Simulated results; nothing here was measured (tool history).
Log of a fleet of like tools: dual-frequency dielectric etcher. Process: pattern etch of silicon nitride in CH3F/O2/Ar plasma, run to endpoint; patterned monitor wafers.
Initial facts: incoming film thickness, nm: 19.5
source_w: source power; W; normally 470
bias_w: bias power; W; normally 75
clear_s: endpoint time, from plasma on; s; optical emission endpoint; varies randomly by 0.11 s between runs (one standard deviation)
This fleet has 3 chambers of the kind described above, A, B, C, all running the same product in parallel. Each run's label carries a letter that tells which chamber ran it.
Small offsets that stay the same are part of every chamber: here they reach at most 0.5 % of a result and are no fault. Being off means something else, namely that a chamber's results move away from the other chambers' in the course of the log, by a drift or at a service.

run 1B day=0.271 | source_w=470 bias_w=75 | clear_s=26.01
run 2A day=0.529 | source_w=470 bias_w=75 | clear_s=26.263
run 3C day=0.862 | source_w=470 bias_w=75 | clear_s=26.124
run 4A day=1.221 | source_w=470 bias_w=75 | clear_s=26.037
run 5B day=1.704 | source_w=470 bias_w=75 | clear_s=26.173
run 6C day=2.083 | source_w=470 bias_w=75 | clear_s=26.375
-- day=2.208 chamber B: wet clean of the chamber
run 7C day=2.542 | source_w=470 bias_w=75 | clear_s=26.196
run 8B day=2.842 | source_w=470 bias_w=75 | clear_s=26.036
run 9A day=3.262 | source_w=470 bias_w=75 | clear_s=26.205
run 10C day=3.638 | source_w=470 bias_w=75 | clear_s=26.523
run 11A day=3.912 | source_w=530 bias_w=67 | clear_s=25.949
run 12B day=4.262 | source_w=530 bias_w=67 | clear_s=25.832
run 13A day=4.567 | source_w=530 bias_w=67 | clear_s=26.035
run 14B day=4.838 | source_w=470 bias_w=75 | clear_s=26.169
run 15C day=5.208 | source_w=470 bias_w=75 | clear_s=26.51
run 16A day=5.533 | source_w=470 bias_w=75 | clear_s=25.98
run 17B day=5.9 | source_w=470 bias_w=75 | clear_s=26.074
run 18C day=6.142 | source_w=470 bias_w=75 | clear_s=26.541
-- day=6.212 chamber A: wet clean of the chamber
run 19B day=6.508 | source_w=400 bias_w=81 | clear_s=27.076
run 20A day=7 | source_w=400 bias_w=81 | clear_s=26.976
run 21C day=7.292 | source_w=400 bias_w=81 | clear_s=28
run 22C day=7.829 | source_w=470 bias_w=75 | clear_s=26.879
run 23B day=8.192 | source_w=400 bias_w=92 | clear_s=25.799
run 24A day=8.45 | source_w=400 bias_w=92 | clear_s=25.898
run 25A day=8.704 | source_w=400 bias_w=92 | clear_s=25.937

For the next run the whole fleet of 3 chambers uses the same settings. Give each chamber's results:
run 26A day=9.1 | source_w=470 bias_w=75 | clear_s=?
run 26B day=9.1 | source_w=470 bias_w=75 | clear_s=?
run 26C day=9.1 | source_w=470 bias_w=75 | clear_s=?

run=26A clear_s=26.049
run=26B clear_s=26.045
run=26C clear_s=27.097
